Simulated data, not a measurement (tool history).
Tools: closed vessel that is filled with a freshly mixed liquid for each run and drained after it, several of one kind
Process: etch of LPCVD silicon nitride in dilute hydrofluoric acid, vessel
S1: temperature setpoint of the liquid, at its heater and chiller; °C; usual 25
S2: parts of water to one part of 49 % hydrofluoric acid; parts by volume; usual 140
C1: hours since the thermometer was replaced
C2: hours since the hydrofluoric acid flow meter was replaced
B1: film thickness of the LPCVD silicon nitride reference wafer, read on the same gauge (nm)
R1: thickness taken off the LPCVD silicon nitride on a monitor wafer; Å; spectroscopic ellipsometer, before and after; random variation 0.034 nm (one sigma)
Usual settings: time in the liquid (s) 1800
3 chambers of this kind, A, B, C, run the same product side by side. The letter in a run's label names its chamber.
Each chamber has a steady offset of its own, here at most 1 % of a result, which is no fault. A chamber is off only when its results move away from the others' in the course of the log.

Run 1A, hour 7.9: usual settings; C1 360.4; C2 428.3; B1 49.947. Result: R1 72.928 Å.
Run 2C, hour 17.9: usual settings; C1 581.9; C2 415.6; B1 49.986. Result: R1 73.880 Å.
Run 3B, hour 26.6: usual settings; C1 446.7; C2 529.9; B1 49.991. Result: R1 73.681 Å.
Run 4C, hour 33.1: usual settings; C1 597.1; C2 430.8; B1 49.976. Result: R1 73.098 Å.
Run 5B, hour 41.6: usual settings; C1 461.7; C2 544.9; B1 50.013. Result: R1 73.574 Å.
Run 6A, hour 48.7: usual settings; C1 401.2; C2 469.1; B1 49.978. Result: R1 73.544 Å.
Run 7A, hour 58.7: usual settings; C1 411.2; C2 479.1; B1 49.996. Result: R1 73.791 Å.
Run 8B, hour 65.1: usual settings but S2 170 parts by volume, time in the liquid (s) 915; C1 485.2; C2 568.4; B1 49.984. Result: R1 30.745 Å.
Run 9C, hour 73.1: usual settings but S2 170 parts by volume, time in the liquid (s) 915; C1 637.1; C2 470.8; B1 49.995. Result: R1 30.836 Å.
Run 10A, hour 83.8: usual settings but S2 170 parts by volume, time in the liquid (s) 915; C1 436.3; C2 504.2; B1 50.013. Result: R1 30.529 Å.
Run 11C, hour 95.1: usual settings but time in the liquid (s) 2230; C1 659.1; C2 492.8; B1 49.960. Result: R1 90.714 Å.
Run 12B, hour 102.7: usual settings but time in the liquid (s) 2230; C1 522.8; C2 606.0; B1 50.019. Result: R1 90.997 Å.
Run 13A, hour 112.7: usual settings but time in the liquid (s) 2230; C1 465.2; C2 533.1; B1 50.043. Result: R1 90.404 Å.
Run 14C, hour 120.2: usual settings; C1 684.2; C2 517.9; B1 50.008. Result: R1 72.898 Å.
Run 15B, hour 125.9: usual settings; C1 546.0; C2 629.2; B1 49.977. Result: R1 73.339 Å.
Run 16B, hour 135.7: usual settings but S2 85 parts by volume; C1 555.8; C2 639.0; B1 50.020. Result: R1 121.490 Å.
Run 17C, hour 143.4: usual settings but S2 85 parts by volume; C1 707.4; C2 541.1; B1 50.042. Result: R1 118.940 Å.
Run 18A, hour 154.8: usual settings but S2 85 parts by volume; C1 507.3; C2 575.2; B1 50.022. Result: R1 120.990 Å.
Run 19C, hour 164.2: usual settings; C1 728.2; C2 561.9; B1 49.988. Result: R1 73.659 Å.
Run 20B, hour 171.6: usual settings but S2 165 parts by volume; C1 591.7; C2 674.9; B1 49.999. Result: R1 62.367 Å.
Run 21A, hour 180.8: usual settings but S2 165 parts by volume; C1 533.3; C2 601.2; B1 50.012. Result: R1 62.311 Å.
Run 22C, hour 191.7: usual settings but S2 165 parts by volume; C1 755.7; C2 589.4; B1 49.983. Result: R1 62.157 Å.
Run 23B, hour 197.1: usual settings; C1 617.2; C2 700.4; B1 50.005. Result: R1 72.745 Å.
Run 24A, hour 208.4: usual settings; C1 560.9; C2 628.8; B1 50.039. Result: R1 73.788 Å.
Run 25B, hour 214.0: usual settings; C1 634.1; C2 717.3; B1 49.954. Result: R1 73.838 Å.
At hour 221.0: chamber C: hydrofluoric acid flow meter replaced.
Run 26A, hour 222.8: usual settings; C1 575.3; C2 643.2; B1 49.999. Result: R1 73.724 Å.
Run 27C, hour 232.4: usual settings; C1 796.4; C2 11.4; B1 49.984. Result: R1 73.125 Å.
Run 28A, hour 238.1: usual settings but S1 22 °C, S2 185 parts by volume; C1 590.6; C2 658.5; B1 50.001. Result: R1 46.386 Å.
Run 29B, hour 246.7: usual settings but S1 22 °C, S2 185 parts by volume; C1 666.8; C2 750.0; B1 50.013. Result: R1 46.107 Å.
Run 30C, hour 255.9: usual settings but S1 22 °C, S2 185 parts by volume; C1 819.9; C2 34.9; B1 50.001. Result: R1 45.957 Å.
At hour 260.0: chamber A: hydrofluoric acid flow meter replaced.
Run 31B, hour 265.5: usual settings; C1 685.6; C2 768.8; B1 50.018. Result: R1 73.200 Å.
Run 32A, hour 273.1: usual settings; C1 625.6; C2 13.2; B1 49.995. Result: R1 74.098 Å.
Run 33C, hour 278.5: usual settings; C1 842.5; C2 57.5; B1 49.991. Result: R1 73.887 Å.
Run 34B, hour 288.4: usual settings; C1 708.5; C2 791.7; B1 49.982. Result: R1 73.707 Å.
Run 35A, hour 298.4: usual settings; C1 650.9; C2 38.5; B1 49.971. Result: R1 73.207 Å.
Run 36C, hour 304.2: usual settings; C1 868.2; C2 83.2; B1 50.001. Result: R1 73.740 Å.
Run 37B, hour 315.0: usual settings; C1 735.1; C2 818.3; B1 50.028. Result: R1 73.185 Å.
Run 38A, hour 323.6: usual settings but S1 29 °C, S2 190 parts by volume; C1 676.1; C2 63.7; B1 50.014. Result: R1 69.736 Å.
Run 39C, hour 333.1: usual settings but S1 29 °C, S2 190 parts by volume; C1 897.1; C2 112.1; B1 50.059. Result: R1 70.177 Å.
Run 40C, hour 338.8: usual settings but S1 29 °C, S2 190 parts by volume; C1 902.8; C2 117.8; B1 50.026. Result: R1 69.763 Å.
Run 41A, hour 344.6: usual settings but time in the liquid (s) 2435; C1 697.1; C2 84.7; B1 50.011. Result: R1 99.677 Å.
Run 42B, hour 352.9: usual settings but time in the liquid (s) 2435; C1 773.0; C2 856.2; B1 49.986. Result: R1 99.198 Å.
Run 43B, hour 360.0: usual settings but time in the liquid (s) 2435; C1 780.1; C2 863.3; B1 50.009. Result: R1 99.645 Å.
Run 44C, hour 371.3: usual settings; C1 935.3; C2 150.3; B1 50.012. Result: R1 73.239 Å.

All 3 chambers run these settings next. Forecast each chamber's results:
Run 45A, hour 380.1: usual settings but S1 28 °C. Result: R1 ?.
Run 45B, hour 380.1: usual settings but S1 28 °C. Result: R1 ?.
Run 45C, hour 380.1: usual settings but S1 28 °C. Result: R1 ?.

run      R1
45A  88.912
45B  89.059
45C  88.620
